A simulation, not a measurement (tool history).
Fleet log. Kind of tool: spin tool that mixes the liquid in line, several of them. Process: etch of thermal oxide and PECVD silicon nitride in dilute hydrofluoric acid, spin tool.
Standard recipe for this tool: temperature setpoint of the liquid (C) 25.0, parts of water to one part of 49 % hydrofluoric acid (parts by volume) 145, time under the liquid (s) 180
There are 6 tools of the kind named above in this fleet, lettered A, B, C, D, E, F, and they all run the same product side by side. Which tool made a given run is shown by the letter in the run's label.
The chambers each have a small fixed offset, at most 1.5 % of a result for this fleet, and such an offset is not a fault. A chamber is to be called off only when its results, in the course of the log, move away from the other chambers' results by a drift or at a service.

run	hour	temperature setpoint of the liquid (C)	parts of water to one part of 49 % hydrofluoric acid (parts by volume)	time under the liquid (s)	hours since the thermometer was replaced	hours since the hydrofluoric acid flow meter was replaced	read-back film thickness of the thermal oxide reference wafer, read on the same gauge (nm)	read-back film thickness of the PECVD silicon nitride reference wafer, read on the same gauge (nm)	thickness taken off the thermal oxide on a monitor wafer (angstrom)	thickness taken off the PECVD silicon nitride on a monitor wafer (angstrom)
# hour 2.9: chamber A: thermometer replaced
1D	5.7	25.0	145	180	219.5	310.3	29.990	99.975	56.856	34.709
# hour 11.0: chamber B: hydrofluoric acid flow meter replaced
2C	11.1	25.0	145	180	264.3	63.5	30.014	99.994	56.780	33.818
3E	17.8	25.0	145	180	755.7	716.2	29.982	99.976	55.996	34.144
4A	24.5	25.0	145	180	21.7	1788.9	30.011	99.998	56.384	34.380
5F	28.7	25.0	145	180	971.7	206.2	30.012	99.997	56.056	34.044
6B	35.8	25.0	145	180	336.3	24.8	29.987	100.000	55.461	34.366
7E	42.9	25.0	145	145	780.8	741.3	30.002	99.999	45.407	27.142
8C	51.2	25.0	145	145	304.4	103.6	30.017	99.977	44.866	27.334
9F	56.7	25.0	145	145	999.7	234.2	30.023	100.040	45.072	27.236
10A	61.2	25.0	145	145	58.4	1825.6	29.988	100.000	45.789	27.315
11B	66.3	25.0	145	145	366.8	55.3	30.011	99.995	45.724	27.374
12D	70.4	25.0	145	145	284.2	375.0	29.994	100.020	46.106	27.663
13D	76.7	25.0	145	105	290.5	381.3	29.998	100.020	33.551	19.996
14C	82.6	25.0	145	105	335.8	135.0	30.025	100.010	32.474	19.747
15A	91.8	25.0	145	105	89.0	1856.2	29.985	99.999	32.399	19.904
16F	98.7	25.0	145	105	1041.7	276.2	30.001	99.981	32.975	19.894
17B	106.3	25.0	145	105	406.8	95.3	30.029	99.998	33.189	20.118
18E	115.3	25.0	145	105	853.2	813.7	29.992	99.992	32.686	19.597
19B	121.0	25.0	175	215	421.5	110.0	30.052	100.010	53.559	33.680
20D	127.0	25.0	175	215	340.8	431.6	29.989	99.983	54.674	33.702
21C	132.6	25.0	175	215	385.8	185.0	30.016	100.000	53.413	33.340
22A	137.9	25.0	175	215	135.1	1902.3	30.004	100.010	54.053	33.907
23F	144.5	25.0	175	215	1087.5	322.0	29.974	100.010	53.943	34.005
24E	150.2	25.0	175	215	888.1	848.6	30.015	99.993	53.762	33.581
25E	158.3	25.0	145	180	896.2	856.7	29.981	100.010	56.261	33.716
26B	165.5	25.0	145	180	466.0	154.5	30.002	99.994	55.917	34.155
27F	171.0	25.0	145	180	1114.0	348.5	29.979	100.030	57.165	34.172
28D	175.7	25.0	145	180	389.5	480.3	30.002	99.999	57.035	34.395
29C	182.6	25.0	95	215	435.8	235.0	30.011	99.994	109.470	62.736
30A	190.9	25.0	95	215	188.1	1955.3	29.976	100.020	111.280	62.618
31E	196.8	25.0	95	215	934.7	895.2	29.979	100.000	108.710	61.676
# hour 198.6: chamber E: thermometer replaced
32A	202.8	25.0	95	215	200.0	1967.2	30.020	99.980	110.420	62.456
33F	211.5	25.0	95	215	1154.5	389.0	29.995	100.010	110.770	62.594
34C	215.7	25.0	95	215	468.9	268.1	29.988	99.984	109.680	63.249
35D	223.7	25.0	145	180	437.5	528.3	29.994	99.990	57.068	34.005
36B	229.6	25.0	145	180	530.1	218.6	30.031	100.010	56.331	34.034
37E	236.1	25.0	145	180	37.5	934.5	30.005	99.983	56.901	33.907
38B	244.9	25.0	145	180	545.4	233.9	30.023	100.000	56.114	34.405
# hour 250.1: chamber F: thermometer replaced
39A	251.7	25.0	145	180	248.9	2016.1	30.021	100.010	56.955	34.416
40D	258.1	25.0	145	180	471.9	562.7	30.036	99.994	57.166	34.273
41F	266.0	21.5	145	180	16.0	443.5	29.996	100.020	48.563	26.991
42C	271.7	21.5	145	180	524.9	324.1	29.969	100.020	48.278	27.307
43E	276.5	21.5	145	180	77.9	974.9	29.981	100.020	49.890	26.710

All 6 chambers run these settings next. Forecast each chamber's results:
44A	283.1	25.0	145	180					?	?
44B	283.1	25.0	145	180					?	?
44C	283.1	25.0	145	180					?	?
44D	283.1	25.0	145	180					?	?
44E	283.1	25.0	145	180					?	?
44F	283.1	25.0	145	180					?	?

run	thickness taken off the thermal oxide on a monitor wafer (angstrom)	thickness taken off the PECVD silicon nitride on a monitor wafer (angstrom)
44A	56.683	34.141
44B	55.967	34.348
44C	57.060	33.962
44D	56.292	34.440
44E	56.822	33.899
44F	56.416	34.033
